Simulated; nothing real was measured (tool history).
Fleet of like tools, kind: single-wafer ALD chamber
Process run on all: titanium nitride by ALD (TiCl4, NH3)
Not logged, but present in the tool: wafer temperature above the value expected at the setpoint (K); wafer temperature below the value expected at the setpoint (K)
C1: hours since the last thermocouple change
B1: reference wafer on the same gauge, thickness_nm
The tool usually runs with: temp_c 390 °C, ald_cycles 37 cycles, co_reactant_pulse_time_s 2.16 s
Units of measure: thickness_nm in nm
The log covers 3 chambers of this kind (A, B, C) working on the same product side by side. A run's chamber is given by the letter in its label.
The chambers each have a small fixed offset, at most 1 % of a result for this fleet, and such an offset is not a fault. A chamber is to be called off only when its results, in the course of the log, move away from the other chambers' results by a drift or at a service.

run 1B hour=11.3 | temp_c=390 ald_cycles=37 co_reactant_pulse_time_s=2.16 | C1=58.6 | B1=0.86722 | thickness_nm=0.80746
run 2A hour=21.5 | temp_c=390 ald_cycles=37 co_reactant_pulse_time_s=2.16 | C1=26.2 | B1=0.86752 | thickness_nm=0.81519
run 3C hour=29.8 | temp_c=390 ald_cycles=37 co_reactant_pulse_time_s=2.16 | C1=449.8 | B1=0.86755 | thickness_nm=0.80324
run 4B hour=36 | temp_c=390 ald_cycles=37 co_reactant_pulse_time_s=2.16 | C1=83.3 | B1=0.86743 | thickness_nm=0.8085
run 5A hour=42.2 | temp_c=390 ald_cycles=37 co_reactant_pulse_time_s=2.16 | C1=46.9 | B1=0.86728 | thickness_nm=0.81526
run 6C hour=51 | temp_c=390 ald_cycles=37 co_reactant_pulse_time_s=2.16 | C1=471 | B1=0.86779 | thickness_nm=0.80654
run 7B hour=60.5 | temp_c=390 ald_cycles=37 co_reactant_pulse_time_s=2.81 | C1=107.8 | B1=0.8678 | thickness_nm=0.81997
run 8A hour=71.1 | temp_c=390 ald_cycles=37 co_reactant_pulse_time_s=2.81 | C1=75.8 | B1=0.86816 | thickness_nm=0.82285
run 9C hour=79.1 | temp_c=390 ald_cycles=37 co_reactant_pulse_time_s=2.81 | C1=499.1 | B1=0.86805 | thickness_nm=0.81365
run 10A hour=86.9 | temp_c=390 ald_cycles=37 co_reactant_pulse_time_s=2.16 | C1=91.6 | B1=0.86817 | thickness_nm=0.81479
run 11B hour=98.5 | temp_c=390 ald_cycles=37 co_reactant_pulse_time_s=2.16 | C1=145.8 | B1=0.86873 | thickness_nm=0.81119
run 12C hour=105.4 | temp_c=390 ald_cycles=37 co_reactant_pulse_time_s=2.16 | C1=525.4 | B1=0.86812 | thickness_nm=0.80416
run 13A hour=113.5 | temp_c=390 ald_cycles=37 co_reactant_pulse_time_s=2.16 | C1=118.2 | B1=0.86876 | thickness_nm=0.81969
run 14B hour=121.3 | temp_c=390 ald_cycles=37 co_reactant_pulse_time_s=1.33 | C1=168.6 | B1=0.86887 | thickness_nm=0.79087
run 15C hour=129.6 | temp_c=390 ald_cycles=37 co_reactant_pulse_time_s=1.33 | C1=549.6 | B1=0.86894 | thickness_nm=0.78566
run 16C hour=136.2 | temp_c=390 ald_cycles=37 co_reactant_pulse_time_s=1.33 | C1=556.2 | B1=0.8689 | thickness_nm=0.78568
run 17B hour=146.1 | temp_c=390 ald_cycles=37 co_reactant_pulse_time_s=2.16 | C1=193.4 | B1=0.86934 | thickness_nm=0.81103
run 18A hour=153.3 | temp_c=390 ald_cycles=37 co_reactant_pulse_time_s=2.16 | C1=158 | B1=0.86958 | thickness_nm=0.81687
run 19A hour=162.2 | temp_c=390 ald_cycles=43 co_reactant_pulse_time_s=2.6 | C1=166.9 | B1=0.86929 | thickness_nm=0.95908
run 20C hour=170 | temp_c=390 ald_cycles=43 co_reactant_pulse_time_s=2.6 | C1=590 | B1=0.86961 | thickness_nm=0.94119
run 21B hour=178 | temp_c=390 ald_cycles=43 co_reactant_pulse_time_s=2.6 | C1=225.3 | B1=0.8698 | thickness_nm=0.95082
run 22A hour=190.2 | temp_c=390 ald_cycles=37 co_reactant_pulse_time_s=2.16 | C1=194.9 | B1=0.86997 | thickness_nm=0.81874
run 23B hour=199.1 | temp_c=400 ald_cycles=40 co_reactant_pulse_time_s=2.16 | C1=246.4 | B1=0.86988 | thickness_nm=0.88389
run 24C hour=206.3 | temp_c=400 ald_cycles=40 co_reactant_pulse_time_s=2.16 | C1=626.3 | B1=0.86989 | thickness_nm=0.87875
run 25C hour=214.5 | temp_c=400 ald_cycles=40 co_reactant_pulse_time_s=2.16 | C1=634.5 | B1=0.87019 | thickness_nm=0.88081
run 26A hour=222.2 | temp_c=390 ald_cycles=37 co_reactant_pulse_time_s=2.16 | C1=226.9 | B1=0.87021 | thickness_nm=0.81859
run 27B hour=234.4 | temp_c=390 ald_cycles=37 co_reactant_pulse_time_s=2.16 | C1=281.7 | B1=0.87071 | thickness_nm=0.81432
run 28B hour=242.6 | temp_c=390 ald_cycles=37 co_reactant_pulse_time_s=2.16 | C1=289.9 | B1=0.87035 | thickness_nm=0.81032
run 29C hour=253.3 | temp_c=390 ald_cycles=37 co_reactant_pulse_time_s=2.16 | C1=673.3 | B1=0.87083 | thickness_nm=0.80699
run 30A hour=260 | temp_c=390 ald_cycles=37 co_reactant_pulse_time_s=2.16 | C1=264.7 | B1=0.87112 | thickness_nm=0.81805
run 31B hour=268.2 | temp_c=390 ald_cycles=37 co_reactant_pulse_time_s=2.16 | C1=315.5 | B1=0.87128 | thickness_nm=0.8112
run 32A hour=280 | temp_c=390 ald_cycles=37 co_reactant_pulse_time_s=2.16 | C1=284.7 | B1=0.87137 | thickness_nm=0.81797
run 33C hour=287.1 | temp_c=390 ald_cycles=37 co_reactant_pulse_time_s=2.16 | C1=707.1 | B1=0.87128 | thickness_nm=0.80597
run 34C hour=298.9 | temp_c=390 ald_cycles=37 co_reactant_pulse_time_s=2.16 | C1=718.9 | B1=0.87173 | thickness_nm=0.80612
run 35B hour=304.2 | temp_c=390 ald_cycles=37 co_reactant_pulse_time_s=2.16 | C1=351.5 | B1=0.87119 | thickness_nm=0.8145
run 36A hour=310.5 | temp_c=390 ald_cycles=37 co_reactant_pulse_time_s=2.16 | C1=315.2 | B1=0.87167 | thickness_nm=0.81941
run 37A hour=320.9 | temp_c=390 ald_cycles=37 co_reactant_pulse_time_s=2.16 | C1=325.6 | B1=0.87143 | thickness_nm=0.81912
run 38B hour=327 | temp_c=390 ald_cycles=37 co_reactant_pulse_time_s=2.16 | C1=374.3 | B1=0.87212 | thickness_nm=0.81319
run 39C hour=335.4 | temp_c=390 ald_cycles=37 co_reactant_pulse_time_s=2.16 | C1=755.4 | B1=0.87218 | thickness_nm=0.80909
run 40A hour=347.1 | temp_c=390 ald_cycles=37 co_reactant_pulse_time_s=2.16 | C1=351.8 | B1=0.87213 | thickness_nm=0.818

Next, every chamber runs the same settings. What will each give?
run 41A hour=355.9 | temp_c=384 ald_cycles=37 co_reactant_pulse_time_s=2.16 | thickness_nm=?
run 41B hour=355.9 | temp_c=384 ald_cycles=37 co_reactant_pulse_time_s=2.16 | thickness_nm=?
run 41C hour=355.9 | temp_c=384 ald_cycles=37 co_reactant_pulse_time_s=2.16 | thickness_nm=?

run=41A thickness_nm=0.81637
run=41B thickness_nm=0.80946
run=41C thickness_nm=0.80466

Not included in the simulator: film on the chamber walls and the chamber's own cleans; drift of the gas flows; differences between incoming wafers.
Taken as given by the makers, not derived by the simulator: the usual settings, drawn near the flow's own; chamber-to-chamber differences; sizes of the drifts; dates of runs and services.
